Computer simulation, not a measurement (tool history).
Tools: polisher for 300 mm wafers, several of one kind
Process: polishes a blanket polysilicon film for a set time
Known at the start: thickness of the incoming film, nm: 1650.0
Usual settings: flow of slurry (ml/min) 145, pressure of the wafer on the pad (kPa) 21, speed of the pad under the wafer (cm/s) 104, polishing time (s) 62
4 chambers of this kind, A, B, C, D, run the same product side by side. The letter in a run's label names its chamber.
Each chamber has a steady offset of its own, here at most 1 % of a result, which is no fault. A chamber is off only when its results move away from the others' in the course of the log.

| run | day | flow of slurry (ml/min) | pressure of the wafer on the pad (kPa) | speed of the pad under the wafer (cm/s) | polishing time (s) | film removed (nm) |
|---|---|---|---|---|---|---|
| 1A | 0.279 | 145 | 21 | 104 | 62 | 557.61 |
| 2C | 0.454 | 145 | 21 | 104 | 62 | 564.03 |
| 3D | 0.712 | 145 | 21 | 104 | 62 | 564.97 |
| 4B | 0.892 | 145 | 21 | 104 | 62 | 558 |
| 5B | 1.146 | 145 | 21 | 104 | 62 | 553.26 |
|  | 1.35 | chamber C: worn pad replaced by a new one |
| 6D | 1.442 | 145 | 21 | 104 | 62 | 553.44 |
| 7A | 1.738 | 145 | 21 | 104 | 62 | 553.03 |
| 8C | 2.033 | 145 | 21 | 104 | 62 | 557 |
| 9D | 2.225 | 145 | 21 | 104 | 62 | 557.36 |
| 10A | 2.404 | 145 | 21 | 104 | 62 | 559.51 |
| 11B | 2.65 | 145 | 21 | 104 | 62 | 546.65 |
|  | 2.733 | chamber A: worn pad replaced by a new one |
| 12C | 2.875 | 145 | 21 | 104 | 62 | 551.16 |
|  | 3.075 | chamber A: slurry nozzle cleaned |
| 13D | 3.175 | 145 | 21 | 104 | 62 | 550.2 |
|  | 3.425 | chamber D: worn pad replaced by a new one |
| 14A | 3.458 | 145 | 21 | 104 | 62 | 553.28 |
| 15B | 3.696 | 145 | 21 | 104 | 62 | 562.16 |
| 16C | 3.942 | 145 | 21 | 88 | 62 | 468.11 |
| 17C | 4.217 | 145 | 21 | 88 | 62 | 464.5 |
|  | 4.421 | chamber B: worn pad replaced by a new one |
|  | 4.479 | chamber C: worn pad replaced by a new one |
| 18B | 4.512 | 145 | 21 | 88 | 62 | 477.28 |
| 19A | 4.783 | 145 | 21 | 88 | 62 | 470.95 |
| 20D | 5.146 | 145 | 21 | 104 | 62 | 554.59 |
| 21D | 5.342 | 145 | 21 | 104 | 62 | 556.05 |
| 22A | 5.525 | 145 | 21 | 104 | 62 | 560.4 |
| 23B | 5.846 | 145 | 21 | 104 | 62 | 558.47 |
| 24C | 6.129 | 145 | 21 | 104 | 62 | 539.5 |
|  | 6.138 | chamber D: head pressure recalibrated |
| 25B | 6.421 | 145 | 21 | 104 | 62 | 561.67 |
| 26C | 6.6 | 160 | 21 | 122 | 62 | 653.36 |
| 27A | 6.95 | 160 | 21 | 122 | 62 | 663.34 |
| 28D | 7.171 | 160 | 21 | 122 | 62 | 664.24 |
|  | 7.175 | chamber C: worn pad replaced by a new one |
| 29D | 7.371 | 160 | 21 | 122 | 62 | 673.83 |
| 30C | 7.683 | 145 | 21 | 104 | 62 | 532.79 |
|  | 7.696 | chamber D: worn pad replaced by a new one |
|  | 7.867 | chamber A: head pressure recalibrated |
|  | 7.883 | chamber B: head pressure recalibrated |
|  | 7.921 | chamber A: worn pad replaced by a new one |
|  | 7.962 | chamber C: head pressure recalibrated |
| 31A | 7.967 | 145 | 21 | 104 | 62 | 570.12 |
| 32B | 8.325 | 145 | 21 | 104 | 62 | 551.17 |
| 33B | 8.529 | 145 | 21 | 104 | 62 | 550.17 |
| 34D | 8.704 | 145 | 21 | 104 | 62 | 559.84 |
| 35A | 8.896 | 145 | 21 | 104 | 62 | 573.51 |
| 36C | 9.238 | 145 | 21 | 104 | 62 | 526.79 |
| 37B | 9.567 | 145 | 21 | 104 | 62 | 559.17 |

Is one chamber off against the others, does the gauge drift, or is nothing wrong? If a chamber is off, say which, and what the likeliest cause is.

Chamber C drifts away from the others.
Cause: slurry flow missing at the pad, % = 28.7.

Here are 4 candidates for chamber C's next run, each the usual settings with a change, their results left as question marks. Which one brings its results back in line with what the others give on the usual settings?
In line means no further than this from the other chambers' mean on the usual settings: film removed (nm) 20
| 38C-1 | 9.833 | 145 | 22.1 | 104 | 62 | ? |
| 38C-2 | 9.833 | 145 | 20.7 | 104 | 58 | ? |
| 38C-3 | 9.833 | 145 | 17.9 | 104 | 62 | ? |
| 38C-4 | 9.833 | 150 | 20.7 | 118 | 62 | ? |

The other chambers' mean on the usual settings: film removed (nm) 560.6
| run | film removed (nm) |
|---|---|
| 38C-1 | 559.74 |
| 38C-2 | 490.8 |
| 38C-3 | 454.44 |
| 38C-4 | 598.98 |
38C-1 brings the chamber back in line.
